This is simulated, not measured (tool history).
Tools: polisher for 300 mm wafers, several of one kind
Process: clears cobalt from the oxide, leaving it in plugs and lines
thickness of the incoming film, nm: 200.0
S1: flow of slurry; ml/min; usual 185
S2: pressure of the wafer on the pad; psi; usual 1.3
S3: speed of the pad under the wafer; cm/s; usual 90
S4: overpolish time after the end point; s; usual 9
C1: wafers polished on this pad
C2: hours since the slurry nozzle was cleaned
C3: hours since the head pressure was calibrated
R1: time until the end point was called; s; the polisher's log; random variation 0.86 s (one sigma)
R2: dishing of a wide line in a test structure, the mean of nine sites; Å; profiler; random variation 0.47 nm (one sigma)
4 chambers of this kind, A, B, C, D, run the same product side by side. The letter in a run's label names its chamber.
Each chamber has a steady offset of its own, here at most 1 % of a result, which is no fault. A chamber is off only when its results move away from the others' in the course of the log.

| run | hour | S1 | S2 | S3 | S4 | C1 | C2 | C3 | R1 | R2 |
|---|---|---|---|---|---|---|---|---|---|---|
|  | 0.7 | chamber D: worn pad replaced by a new one |
| 1A | 4.8 | 185 | 1.3 | 90 | 9 | 445 | 29.5 | 573.8 | 78.134 | 204.48 |
| 2D | 7.8 | 185 | 1.3 | 90 | 9 | 54 | 313.4 | 130.7 | 77.521 | 199.58 |
| 3C | 11.2 | 185 | 1.3 | 90 | 9 | 178 | 239.5 | 1223.4 | 75.878 | 203.64 |
| 4B | 16.4 | 185 | 1.3 | 90 | 9 | 1049 | 58.9 | 423.7 | 75.913 | 196.78 |
| 5C | 20.1 | 185 | 1.3 | 90 | 9 | 246 | 248.4 | 1232.3 | 77.894 | 196.63 |
| 6D | 24.6 | 185 | 1.1 | 90 | 7 | 184 | 330.2 | 147.5 | 90.461 | 136.88 |
| 7B | 29.2 | 185 | 1.1 | 90 | 7 | 1148 | 71.7 | 436.5 | 91.787 | 132.84 |
| 8A | 34.2 | 185 | 1.1 | 90 | 7 | 672 | 58.9 | 603.2 | 93.122 | 133.23 |
|  | 35.3 | chamber A: worn pad replaced by a new one |
| 9B | 38.9 | 185 | 1.1 | 90 | 7 | 1222 | 81.4 | 446.2 | 92.494 | 132.44 |
|  | 39.5 | chamber C: slurry nozzle cleaned |
| 10A | 42.4 | 185 | 1.3 | 90 | 13 | 54 | 67.1 | 611.4 | 77.629 | 265.8 |
| 11D | 47.2 | 185 | 1.3 | 90 | 13 | 358 | 352.8 | 170.1 | 75.165 | 270.37 |
| 12C | 50 | 185 | 1.3 | 90 | 13 | 477 | 10.6 | 1262.2 | 75.892 | 259.08 |
|  | 53 | chamber B: worn pad replaced by a new one |
| 13D | 55.2 | 185 | 1.3 | 90 | 13 | 420 | 360.8 | 178.1 | 76.982 | 250.46 |
| 14B | 60.7 | 185 | 1.3 | 90 | 9 | 59 | 103.2 | 468 | 76.235 | 189.22 |
| 15C | 64.5 | 185 | 1.3 | 90 | 9 | 589 | 25.1 | 1276.7 | 77.166 | 195 |
| 16A | 68.8 | 185 | 1.3 | 108 | 9 | 258 | 93.5 | 637.8 | 64.902 | 231 |
| 17C | 72.4 | 185 | 1.3 | 108 | 9 | 650 | 33 | 1284.6 | 63.51 | 229.46 |
| 18B | 76.7 | 185 | 1.3 | 108 | 9 | 182 | 119.2 | 484 | 65.542 | 224.62 |
| 19A | 80.2 | 185 | 1.3 | 108 | 9 | 346 | 104.9 | 649.2 | 65.399 | 229.08 |
| 20D | 84.4 | 185 | 1.3 | 90 | 9 | 645 | 390 | 207.3 | 75.927 | 200.98 |
|  | 88.4 | chamber D: slurry nozzle cleaned |
| 21B | 89 | 185 | 1.3 | 90 | 9 | 277 | 131.5 | 496.3 | 77.097 | 206.32 |
| 22D | 93.5 | 155 | 1.3 | 90 | 13 | 716 | 5.2 | 216.4 | 79.343 | 245.59 |
| 23A | 98.1 | 155 | 1.3 | 90 | 13 | 484 | 122.8 | 667.1 | 79.428 | 259.67 |
| 24C | 102.6 | 155 | 1.3 | 90 | 13 | 883 | 63.2 | 1314.8 | 77.904 | 254.17 |
| 25B | 106.3 | 155 | 1.3 | 90 | 13 | 411 | 148.8 | 513.6 | 79.392 | 241.2 |
| 26C | 109.5 | 185 | 0.9 | 78 | 9 | 936 | 70.1 | 1321.7 | 129.02 | 122.75 |
| 27D | 113.1 | 185 | 0.9 | 78 | 9 | 867 | 24.8 | 236 | 127.73 | 125.37 |
|  | 116.9 | chamber A: worn pad replaced by a new one |
| 28A | 117.7 | 185 | 0.9 | 78 | 9 | 6 | 142.4 | 686.7 | 131.28 | 123.35 |
| 29D | 122.6 | 185 | 0.9 | 78 | 9 | 940 | 34.3 | 245.5 | 128.63 | 127.52 |
| 30C | 125.8 | 135 | 1.3 | 90 | 9 | 1062 | 86.4 | 1338 | 80.932 | 182.47 |
| 31B | 130.8 | 135 | 1.3 | 90 | 9 | 600 | 173.3 | 538.1 | 80.809 | 189.61 |

Is one chamber off against the others, does the gauge drift, or is nothing wrong? If a chamber is off, say which, and what the likeliest cause is.

No chamber stands off beyond its own small offset, and the gauge holds steady.
